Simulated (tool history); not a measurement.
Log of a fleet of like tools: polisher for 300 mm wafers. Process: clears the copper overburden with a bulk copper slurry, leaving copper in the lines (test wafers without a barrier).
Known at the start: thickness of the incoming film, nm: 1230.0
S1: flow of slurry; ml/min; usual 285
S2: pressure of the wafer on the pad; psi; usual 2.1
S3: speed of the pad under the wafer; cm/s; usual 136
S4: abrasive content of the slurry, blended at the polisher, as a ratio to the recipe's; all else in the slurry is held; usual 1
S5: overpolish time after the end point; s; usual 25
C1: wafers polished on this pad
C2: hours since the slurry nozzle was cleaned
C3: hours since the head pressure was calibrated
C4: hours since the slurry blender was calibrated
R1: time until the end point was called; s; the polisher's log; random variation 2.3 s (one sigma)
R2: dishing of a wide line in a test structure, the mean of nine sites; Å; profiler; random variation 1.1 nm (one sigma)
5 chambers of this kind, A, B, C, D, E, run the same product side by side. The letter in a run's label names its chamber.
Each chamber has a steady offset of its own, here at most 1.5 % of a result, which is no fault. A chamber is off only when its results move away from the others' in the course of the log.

| run | day | S1 | S2 | S3 | S4 | S5 | C1 | C2 | C3 | C4 | R1 | R2 |
|---|---|---|---|---|---|---|---|---|---|---|---|---|
| 1C | 0.179 | 285 | 2.1 | 136 | 1 | 25 | 622 | 377.9 | 630.2 | 13.6 | 148.8 | 836.01 |
|  | 0.233 | chamber D: slurry nozzle cleaned |
| 2B | 0.479 | 285 | 2.1 | 136 | 1 | 25 | 584 | 88.8 | 276.7 | 161.8 | 145.43 | 867.22 |
|  | 0.533 | chamber D: head pressure recalibrated |
| 3A | 0.7 | 285 | 2.1 | 136 | 1 | 25 | 720 | 91.2 | 636.9 | 50.3 | 152.88 | 846.25 |
|  | 0.704 | chamber A: worn pad replaced by a new one |
| 4D | 0.904 | 285 | 2.1 | 136 | 1 | 25 | 509 | 16.2 | 8.9 | 363 | 150.62 | 857.21 |
| 5E | 1.092 | 285 | 2.1 | 136 | 1 | 25 | 590 | 107.6 | 619.2 | 243.9 | 149.79 | 857.95 |
| 6E | 1.275 | 285 | 2.1 | 136 | 1 | 25 | 613 | 112 | 623.6 | 248.3 | 148.52 | 857.34 |
|  | 1.483 | chamber E: slurry blender recalibrated |
| 7A | 1.488 | 285 | 2.1 | 136 | 1 | 25 | 99 | 110.1 | 655.8 | 69.2 | 150.99 | 855.44 |
| 8B | 1.788 | 285 | 2.1 | 136 | 1 | 25 | 749 | 120.2 | 308.1 | 193.2 | 149.55 | 844.14 |
| 9C | 1.975 | 190 | 1.5 | 136 | 1 | 25 | 849 | 421 | 673.3 | 56.7 | 221.22 | 655.11 |
| 10D | 2.121 | 190 | 1.5 | 136 | 1 | 25 | 663 | 45.4 | 38.1 | 392.2 | 224.23 | 654.95 |
| 11D | 2.362 | 190 | 1.5 | 136 | 1 | 25 | 693 | 51.2 | 43.9 | 398 | 215.97 | 653.42 |
| 12B | 2.592 | 190 | 1.5 | 136 | 1 | 25 | 851 | 139.5 | 327.4 | 212.5 | 214.57 | 659.43 |
|  | 2.621 | chamber B: slurry blender recalibrated |
| 13E | 2.775 | 190 | 1.5 | 136 | 1 | 25 | 803 | 148 | 659.6 | 31 | 216.74 | 655.2 |
|  | 2.85 | chamber D: slurry blender recalibrated |
| 14A | 2.979 | 285 | 2.1 | 136 | 1 | 25 | 287 | 145.9 | 691.6 | 105 | 148.24 | 847.55 |
|  | 3.167 | chamber B: head pressure recalibrated |
| 15C | 3.188 | 285 | 2.6 | 136 | 1.1 | 25 | 1003 | 450.1 | 702.4 | 85.8 | 120.85 | 987.07 |
| 16B | 3.471 | 285 | 2.6 | 136 | 1.1 | 25 | 962 | 160.6 | 7.4 | 20.5 | 113.92 | 997.34 |
| 17A | 3.662 | 285 | 2.6 | 136 | 1.1 | 25 | 374 | 162.3 | 708 | 121.4 | 117.69 | 951.11 |
| 18E | 3.929 | 285 | 2.6 | 136 | 1.1 | 25 | 948 | 175.7 | 687.3 | 58.7 | 121.84 | 960.22 |
| 19C | 4.1 | 285 | 2.6 | 136 | 1.1 | 25 | 1118 | 472 | 724.3 | 107.7 | 118.72 | 976.79 |
| 20D | 4.242 | 285 | 2.1 | 136 | 1 | 25 | 931 | 96.3 | 89 | 33.4 | 151.25 | 847.54 |
|  | 4.338 | chamber C: worn pad replaced by a new one |
| 21D | 4.529 | 380 | 1.8 | 136 | 1 | 25 | 967 | 103.2 | 95.9 | 40.3 | 170.71 | 776.5 |
|  | 4.588 | chamber C: slurry blender recalibrated |
| 22E | 4.779 | 380 | 1.8 | 136 | 1 | 25 | 1056 | 196.1 | 707.7 | 79.1 | 181.35 | 753.71 |
| 23A | 5.062 | 380 | 1.8 | 136 | 1 | 25 | 550 | 195.9 | 741.6 | 155 | 171.88 | 773.56 |
| 24B | 5.242 | 380 | 1.8 | 136 | 1 | 25 | 1186 | 203.1 | 49.9 | 63 | 174.41 | 781.78 |
| 25C | 5.5 | 380 | 1.8 | 136 | 1 | 25 | 147 | 505.6 | 757.9 | 22 | 178.58 | 782.35 |
| 26E | 5.762 | 285 | 2.1 | 136 | 1 | 25 | 1180 | 219.7 | 731.3 | 102.7 | 163.83 | 814.81 |
|  | 5.917 | chamber A: slurry blender recalibrated |
| 27C | 5.975 | 285 | 2.1 | 136 | 1 | 25 | 207 | 517 | 769.3 | 33.4 | 153.1 | 845.77 |
| 28A | 6.283 | 285 | 1.9 | 136 | 1 | 25 | 705 | 225.2 | 770.9 | 8.9 | 166.45 | 786.09 |
|  | 6.325 | chamber B: worn pad replaced by a new one |
| 29B | 6.55 | 285 | 1.9 | 136 | 1 | 25 | 28 | 234.5 | 81.3 | 94.4 | 160.98 | 808.35 |
|  | 6.629 | chamber A: slurry nozzle cleaned |
| 30D | 6.812 | 285 | 1.9 | 136 | 1 | 25 | 1255 | 158 | 150.7 | 95.1 | 162.48 | 804.44 |
| 31D | 7.021 | 285 | 1.9 | 136 | 1 | 25 | 1282 | 163 | 155.7 | 100.1 | 162.4 | 792.65 |
|  | 7.167 | chamber D: worn pad replaced by a new one |
| 32A | 7.188 | 285 | 1.9 | 136 | 1 | 25 | 819 | 13.4 | 792.6 | 30.6 | 168.52 | 780.03 |
|  | 7.192 | chamber A: worn pad replaced by a new one |
| 33C | 7.454 | 285 | 2.1 | 136 | 1 | 25 | 393 | 552.5 | 804.8 | 68.9 | 150.88 | 859.08 |
| 34B | 7.679 | 285 | 2.1 | 136 | 1 | 25 | 171 | 261.6 | 108.4 | 121.5 | 149.69 | 838.97 |
| 35E | 7.962 | 285 | 2.1 | 136 | 1 | 25 | 1458 | 272.5 | 784.1 | 155.5 | 172.47 | 817.45 |
| 36C | 8.183 | 285 | 2.6 | 136 | 1 | 25 | 486 | 570 | 822.3 | 86.4 | 119.14 | 966.61 |
| 37A | 8.438 | 285 | 2.6 | 136 | 1 | 25 | 157 | 43.4 | 822.6 | 60.6 | 119.23 | 941.06 |
| 38D | 8.742 | 285 | 2.6 | 136 | 1 | 25 | 199 | 204.3 | 197 | 141.4 | 120.06 | 963.39 |
| 39E | 8.971 | 285 | 2.6 | 136 | 1 | 25 | 1585 | 296.7 | 808.3 | 179.7 | 131.6 | 933.09 |

Is one chamber off against the others, does the gauge drift, or is nothing wrong? If a chamber is off, say which, and what the likeliest cause is.

Chamber E drifts away from the others.
Cause: removal rate lost through wear of the pad, % = 11.
The log may not tell that from: head's pressure below its setpoint, %.

Here are 4 candidates for chamber E's next run, each the usual settings with a change, their results left as question marks. Which one brings its results back in line with what the others give on the usual settings?
In line means no further than this from the other chambers' mean on the usual settings: R1 8.2 s; R2 40 Å
| 40E-1 | 9.2 | 290 | 2.3 | 154 | 1 | 24 |  |  |  |  | ? | ? |
| 40E-2 | 9.2 | 285 | 2 | 128 | 1 | 26 |  |  |  |  | ? | ? |
| 40E-3 | 9.2 | 280 | 1.9 | 118 | 1 | 27 |  |  |  |  | ? | ? |
| 40E-4 | 9.2 | 285 | 2.2 | 144 | 1 | 24 |  |  |  |  | ? | ? |

The other chambers' mean on the usual settings: R1 149.45 s; R2 845.81 Å
| run | R1 | R2 |
|---|---|---|
| 40E-1 | 134.44 | 880.37 |
| 40E-2 | 185.96 | 765.09 |
| 40E-3 | 212.49 | 721.64 |
| 40E-4 | 150.46 | 830.36 |
40E-4 brings the chamber back in line.
